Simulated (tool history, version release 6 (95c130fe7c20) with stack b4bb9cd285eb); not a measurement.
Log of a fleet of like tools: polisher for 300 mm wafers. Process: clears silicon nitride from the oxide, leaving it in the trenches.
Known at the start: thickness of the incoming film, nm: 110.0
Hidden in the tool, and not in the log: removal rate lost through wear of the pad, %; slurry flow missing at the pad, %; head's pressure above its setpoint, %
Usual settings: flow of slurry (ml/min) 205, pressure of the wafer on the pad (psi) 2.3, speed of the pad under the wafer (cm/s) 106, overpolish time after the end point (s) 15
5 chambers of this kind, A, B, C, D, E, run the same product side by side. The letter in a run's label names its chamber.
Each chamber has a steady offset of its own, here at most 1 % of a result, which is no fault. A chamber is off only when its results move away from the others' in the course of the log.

| run | hour | flow of slurry (ml/min) | pressure of the wafer on the pad (psi) | speed of the pad under the wafer (cm/s) | overpolish time after the end point (s) | wafers polished on this pad | hours since the slurry nozzle was cleaned | hours since the head pressure was calibrated | time until the end point was called (s) |
|---|---|---|---|---|---|---|---|---|---|
|  | 1.5 | chamber D: head pressure recalibrated |
| 1A | 4.7 | 205 | 2.3 | 106 | 15 | 97 | 44.2 | 1213.5 | 143.04 |
| 2D | 8.6 | 205 | 2.3 | 106 | 15 | 436 | 383.9 | 7.2 | 141.09 |
| 3E | 14.1 | 205 | 2.3 | 106 | 15 | 178 | 480 | 765.4 | 140.63 |
| 4C | 16.9 | 205 | 2.3 | 106 | 15 | 260 | 557.8 | 311.7 | 144.61 |
| 5B | 20.3 | 205 | 2.3 | 106 | 15 | 451 | 441.1 | 383.1 | 143.07 |
| 6C | 24.9 | 205 | 2.3 | 106 | 15 | 335 | 565.8 | 319.7 | 144.38 |
| 7D | 29.3 | 205 | 2.3 | 106 | 15 | 628 | 404.6 | 27.9 | 145.06 |
|  | 34.7 | chamber D: worn pad replaced by a new one |
| 8B | 35.2 | 150 | 2.3 | 90 | 15 | 590 | 456 | 398 | 178.01 |
| 9E | 40.8 | 150 | 2.3 | 90 | 15 | 426 | 506.7 | 792.1 | 174.61 |
| 10A | 46.5 | 150 | 2.3 | 90 | 15 | 486 | 86 | 1255.3 | 173.5 |
| 11B | 50.4 | 150 | 2.3 | 90 | 15 | 731 | 471.2 | 413.2 | 173.04 |
|  | 50.6 | chamber E: worn pad replaced by a new one |
| 12A | 56.2 | 150 | 2.3 | 90 | 15 | 576 | 95.7 | 1265 | 172.07 |
|  | 56.5 | chamber B: worn pad replaced by a new one |
|  | 61.6 | chamber C: worn pad replaced by a new one |
| 13E | 62.5 | 205 | 2.3 | 106 | 15 | 111 | 528.4 | 813.8 | 144.61 |
| 14D | 68.5 | 205 | 2.3 | 106 | 15 | 314 | 443.8 | 67.1 | 144.58 |
| 15C | 74 | 205 | 2.3 | 106 | 15 | 116 | 614.9 | 368.8 | 143.28 |
|  | 75.3 | chamber A: worn pad replaced by a new one |
| 16B | 80.4 | 205 | 2.3 | 106 | 15 | 222 | 501.2 | 443.2 | 142.51 |
| 17D | 86.1 | 205 | 2.3 | 106 | 15 | 477 | 461.4 | 84.7 | 141.05 |
| 18A | 89.5 | 205 | 2.3 | 106 | 15 | 132 | 129 | 1298.3 | 140.84 |
| 19C | 93 | 205 | 2.3 | 106 | 15 | 292 | 633.9 | 387.8 | 146.47 |
| 20E | 97.4 | 205 | 2.3 | 106 | 15 | 435 | 563.3 | 848.7 | 137.57 |
| 21C | 102.1 | 205 | 2.3 | 106 | 15 | 377 | 643 | 396.9 | 142.44 |
| 22E | 106.3 | 205 | 2.3 | 106 | 15 | 518 | 572.2 | 857.6 | 142.58 |
|  | 110.4 | chamber D: worn pad replaced by a new one |
|  | 111.6 | chamber E: worn pad replaced by a new one |
| 23B | 112 | 205 | 2.3 | 106 | 15 | 516 | 532.8 | 474.8 | 143.68 |
| 24D | 114.9 | 205 | 2.3 | 106 | 15 | 42 | 490.2 | 113.5 | 144.95 |
|  | 119.5 | chamber E: slurry nozzle cleaned |
| 25A | 120.2 | 205 | 3 | 106 | 15 | 417 | 159.7 | 1329 | 107.51 |
| 26B | 124.7 | 205 | 3 | 106 | 15 | 634 | 545.5 | 487.5 | 110.29 |
|  | 126 | chamber B: slurry nozzle cleaned |
| 27E | 130.1 | 205 | 3 | 106 | 15 | 172 | 10.7 | 881.4 | 109.4 |
| 28C | 134.8 | 205 | 3 | 106 | 15 | 681 | 675.7 | 429.6 | 109.28 |
| 29A | 137.8 | 205 | 3 | 106 | 15 | 581 | 177.3 | 1346.6 | 108.21 |
|  | 138.3 | chamber C: worn pad replaced by a new one |
|  | 140.6 | chamber C: slurry nozzle cleaned |
| 30D | 141.8 | 205 | 2.3 | 106 | 15 | 292 | 517.1 | 140.4 | 144.09 |
| 31B | 144.8 | 205 | 2.3 | 106 | 15 | 821 | 18.9 | 507.6 | 140.28 |
| 32E | 149.2 | 205 | 2.3 | 106 | 15 | 349 | 29.8 | 900.5 | 141.18 |
| 33A | 154.1 | 205 | 2.3 | 106 | 15 | 732 | 193.6 | 1362.9 | 141.98 |
| 34D | 156.8 | 205 | 2.3 | 106 | 15 | 431 | 532.1 | 155.4 | 142 |
| 35C | 160.4 | 205 | 2.3 | 106 | 15 | 205 | 19.9 | 455.2 | 139.47 |

All 5 chambers run these settings next. Forecast each chamber's results:
| 36A | 165 | 250 | 2.3 | 106 | 15 |  |  |  | ? |
| 36B | 165 | 250 | 2.3 | 106 | 15 |  |  |  | ? |
| 36C | 165 | 250 | 2.3 | 106 | 15 |  |  |  | ? |
| 36D | 165 | 250 | 2.3 | 106 | 15 |  |  |  | ? |
| 36E | 165 | 250 | 2.3 | 106 | 15 |  |  |  | ? |

| run | time until the end point was called (s) |
|---|---|
| 36A | 140.17 |
| 36B | 138 |
| 36C | 139.22 |
| 36D | 136.02 |
| 36E | 141.31 |
